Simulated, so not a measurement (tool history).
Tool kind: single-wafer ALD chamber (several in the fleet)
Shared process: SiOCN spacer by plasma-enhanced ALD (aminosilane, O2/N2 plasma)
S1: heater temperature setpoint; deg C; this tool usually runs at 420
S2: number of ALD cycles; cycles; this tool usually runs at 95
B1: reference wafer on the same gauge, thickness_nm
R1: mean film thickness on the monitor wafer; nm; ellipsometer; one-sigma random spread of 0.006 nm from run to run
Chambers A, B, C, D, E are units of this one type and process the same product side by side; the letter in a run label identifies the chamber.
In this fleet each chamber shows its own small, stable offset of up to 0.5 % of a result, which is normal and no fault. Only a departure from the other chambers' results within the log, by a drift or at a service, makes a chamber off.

| run | hour | S1 | S2 | B1 | R1 |
|---|---|---|---|---|---|
| 1A | 7.4 | 420 | 95 | 6.1699 | 5.3834 |
| 2B | 14.4 | 420 | 95 | 6.1697 | 5.4059 |
| 3D | 18.5 | 420 | 95 | 6.1689 | 5.3682 |
| 4E | 25.8 | 420 | 95 | 6.1678 | 5.4067 |
| 5C | 35.2 | 420 | 95 | 6.1653 | 5.3952 |
| 6C | 40.1 | 420 | 95 | 6.1669 | 5.3940 |
| 7E | 49.2 | 420 | 95 | 6.1661 | 5.3960 |
| 8A | 56.4 | 420 | 95 | 6.1641 | 5.3916 |
| 9D | 62.5 | 420 | 95 | 6.1651 | 5.3681 |
| 10B | 69.6 | 420 | 95 | 6.1641 | 5.4157 |
| 11E | 79.1 | 420 | 95 | 6.1645 | 5.3866 |
| 12D | 85.3 | 420 | 95 | 6.1612 | 5.3640 |
| 13B | 94.3 | 420 | 85 | 6.1614 | 4.8376 |
| 14C | 101.9 | 420 | 85 | 6.1603 | 4.8217 |
| 15A | 109.6 | 420 | 85 | 6.1610 | 4.8073 |
| 16E | 116.7 | 420 | 85 | 6.1580 | 4.8229 |
| 17A | 123.0 | 420 | 85 | 6.1599 | 4.8063 |
| 18D | 127.4 | 420 | 95 | 6.1569 | 5.3620 |
| 19B | 136.5 | 420 | 95 | 6.1578 | 5.3994 |
| 20C | 144.7 | 434 | 87 | 6.1565 | 4.7071 |
| 21E | 150.8 | 434 | 87 | 6.1554 | 4.7239 |
| 22C | 155.5 | 434 | 87 | 6.1539 | 4.7002 |
| 23B | 162.0 | 434 | 87 | 6.1555 | 4.7222 |
| 24A | 171.5 | 434 | 87 | 6.1555 | 4.7020 |
| 25D | 180.0 | 420 | 95 | 6.1525 | 5.3604 |
| 26D | 188.9 | 420 | 95 | 6.1527 | 5.3469 |
| 27C | 193.4 | 420 | 95 | 6.1546 | 5.3801 |
| 28E | 197.5 | 420 | 95 | 6.1519 | 5.3835 |
| 29B | 203.7 | 412 | 95 | 6.1510 | 5.5389 |
| 30A | 210.2 | 412 | 95 | 6.1502 | 5.5015 |
| 31D | 218.5 | 412 | 95 | 6.1494 | 5.5035 |
| 32E | 222.8 | 412 | 95 | 6.1489 | 5.5364 |
| 33C | 228.8 | 412 | 95 | 6.1487 | 5.5112 |
| 34A | 236.7 | 434 | 87 | 6.1473 | 4.6844 |
| 35B | 244.3 | 434 | 87 | 6.1482 | 4.7271 |
| 36C | 251.5 | 434 | 87 | 6.1456 | 4.7059 |
| 37E | 259.5 | 434 | 87 | 6.1459 | 4.7005 |
| 38A | 265.2 | 434 | 87 | 6.1446 | 4.6975 |
| 39D | 269.9 | 420 | 95 | 6.1446 | 5.3355 |
| 40B | 275.4 | 410 | 103 | 6.1440 | 6.0500 |
| 41C | 281.1 | 410 | 103 | 6.1441 | 6.0088 |
| 42B | 287.1 | 410 | 103 | 6.1441 | 6.0422 |
| 43E | 294.1 | 410 | 103 | 6.1439 | 6.0136 |

Next, every chamber runs the same settings. What will each give?
| 44A | 300.9 | 420 | 95 |  | ? |
| 44B | 300.9 | 420 | 95 |  | ? |
| 44C | 300.9 | 420 | 95 |  | ? |
| 44D | 300.9 | 420 | 95 |  | ? |
| 44E | 300.9 | 420 | 95 |  | ? |

| run | R1 |
|---|---|
| 44A | 5.3638 |
| 44B | 5.4017 |
| 44C | 5.3674 |
| 44D | 5.3350 |
| 44E | 5.3713 |
